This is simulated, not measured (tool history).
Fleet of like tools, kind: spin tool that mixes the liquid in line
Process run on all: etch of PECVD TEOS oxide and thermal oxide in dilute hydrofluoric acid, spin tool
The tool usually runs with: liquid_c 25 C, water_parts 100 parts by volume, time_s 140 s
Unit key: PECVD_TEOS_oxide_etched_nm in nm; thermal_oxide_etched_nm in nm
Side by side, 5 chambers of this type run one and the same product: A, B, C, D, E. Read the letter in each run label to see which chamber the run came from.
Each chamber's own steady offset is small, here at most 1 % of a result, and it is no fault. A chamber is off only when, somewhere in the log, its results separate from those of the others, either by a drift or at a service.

| run | hour | liquid_c | water_parts | time_s | hours since the thermometer was replaced | hours since the hydrofluoric acid flow meter was replaced | read-back film thickness of the PECVD TEOS oxide reference wafer, read on the same gauge (nm) | read-back film thickness of the thermal oxide reference wafer, read on the same gauge (nm) | PECVD_TEOS_oxide_etched_nm | thermal_oxide_etched_nm |
|---|---|---|---|---|---|---|---|---|---|---|
| 1D | 10.5 | 25 | 100 | 140 | 865.4 | 918.4 | 90.019 | 30.004 | 13.072 | 6.7469 |
| 2E | 22.8 | 25 | 100 | 140 | 225.7 | 646.1 | 89.991 | 29.995 | 13.004 | 6.7821 |
| 3B | 33.3 | 25 | 100 | 140 | 308.3 | 583.6 | 90.02 | 30.034 | 12.937 | 6.7467 |
| 4C | 43.5 | 25 | 100 | 140 | 845.8 | 1567.5 | 89.979 | 29.993 | 13.172 | 6.7296 |
| 5A | 52.5 | 25 | 100 | 140 | 1853.5 | 647.7 | 89.984 | 30.04 | 13.009 | 6.7445 |
| 6D | 62.7 | 25 | 100 | 140 | 917.6 | 970.6 | 90.007 | 29.977 | 13.117 | 6.754 |
| 7C | 71.6 | 25 | 100 | 140 | 873.9 | 1595.6 | 90.031 | 30.044 | 13.279 | 6.8096 |
| 8A | 80.1 | 25 | 100 | 195 | 1881.1 | 675.3 | 89.985 | 30.027 | 18.15 | 9.3487 |
| 9B | 91.4 | 25 | 100 | 195 | 366.4 | 641.7 | 90 | 30 | 18.191 | 9.4299 |
| 10E | 102.7 | 25 | 100 | 195 | 305.6 | 726 | 90.019 | 30.026 | 18.21 | 9.4228 |
| 11D | 109.2 | 25 | 100 | 195 | 964.1 | 1017.1 | 89.96 | 29.972 | 18.159 | 9.4778 |
| 12C | 115.3 | 25 | 100 | 195 | 917.6 | 1639.3 | 90.007 | 29.995 | 18.383 | 9.4959 |
| 13A | 125.3 | 25 | 100 | 140 | 1926.3 | 720.5 | 89.965 | 29.976 | 12.946 | 6.8069 |
| 14E | 136.4 | 25 | 100 | 140 | 339.3 | 759.7 | 90.046 | 29.968 | 12.983 | 6.7833 |
| 15B | 143.7 | 25 | 100 | 140 | 418.7 | 694 | 89.986 | 30 | 12.977 | 6.6943 |
| 16A | 152.9 | 25 | 100 | 140 | 1953.9 | 748.1 | 90.016 | 30.022 | 12.996 | 6.852 |
| 17D | 160.2 | 25 | 100 | 140 | 1015.1 | 1068.1 | 90.004 | 30.008 | 13.099 | 6.7781 |
| 18E | 167.4 | 25 | 100 | 140 | 370.3 | 790.7 | 90.006 | 30.008 | 13.106 | 6.7385 |
| 19C | 174.2 | 25 | 100 | 140 | 976.5 | 1698.2 | 89.993 | 29.979 | 13.148 | 6.7852 |
| 20B | 183.6 | 25 | 140 | 95 | 458.6 | 733.9 | 90.026 | 29.954 | 5.8775 | 3.1009 |
| 21B | 190 | 25 | 140 | 95 | 465 | 740.3 | 90.047 | 30.02 | 5.9875 | 3.1236 |
| 22D | 197.2 | 25 | 140 | 95 | 1052.1 | 1105.1 | 89.991 | 29.997 | 6.0397 | 3.1593 |
| 23E | 210.6 | 25 | 140 | 95 | 413.5 | 833.9 | 90.015 | 30.007 | 6.0656 | 3.0894 |
| 24A | 223.6 | 25 | 140 | 95 | 2024.6 | 818.8 | 90.027 | 30.022 | 6.0366 | 3.135 |
|  | 229.1 | chamber B: hydrofluoric acid flow meter replaced |
| 25C | 230.8 | 25 | 100 | 140 | 1033.1 | 1754.8 | 90.019 | 30.01 | 13.177 | 6.8732 |
| 26A | 237.3 | 25 | 100 | 140 | 2038.3 | 832.5 | 89.986 | 30.034 | 13.06 | 6.7086 |
| 27D | 248.6 | 25 | 100 | 140 | 1103.5 | 1156.5 | 89.986 | 29.961 | 12.958 | 6.8104 |
| 28E | 256.2 | 25 | 100 | 140 | 459.1 | 879.5 | 89.964 | 30.011 | 13.156 | 6.687 |
| 29C | 263.7 | 25 | 100 | 140 | 1066 | 1787.7 | 89.98 | 29.996 | 13.204 | 6.7262 |
| 30B | 275.6 | 29 | 100 | 140 | 550.6 | 46.5 | 90.013 | 30.024 | 15.119 | 7.8771 |
| 31E | 284.4 | 29 | 100 | 140 | 487.3 | 907.7 | 89.989 | 30.036 | 15.21 | 7.7937 |
| 32B | 296.2 | 29 | 100 | 140 | 571.2 | 67.1 | 90.017 | 30.004 | 15.101 | 7.9166 |
| 33C | 303.1 | 29 | 100 | 140 | 1105.4 | 1827.1 | 89.981 | 30.031 | 15.337 | 7.9688 |
| 34D | 316.4 | 29 | 100 | 140 | 1171.3 | 1224.3 | 90.016 | 30 | 15.418 | 8.027 |
| 35A | 322.9 | 25 | 100 | 140 | 2123.9 | 918.1 | 90.014 | 29.966 | 13.081 | 6.7578 |

Decide between three cases: one chamber stands off from its peers, the gauge reading all wafers drifts, or nothing is wrong past each chamber's small offset. Where a chamber is off, say which and what most likely put it there.

Nothing is wrong: each chamber keeps only its own small, steady offset and the gauge holds still.

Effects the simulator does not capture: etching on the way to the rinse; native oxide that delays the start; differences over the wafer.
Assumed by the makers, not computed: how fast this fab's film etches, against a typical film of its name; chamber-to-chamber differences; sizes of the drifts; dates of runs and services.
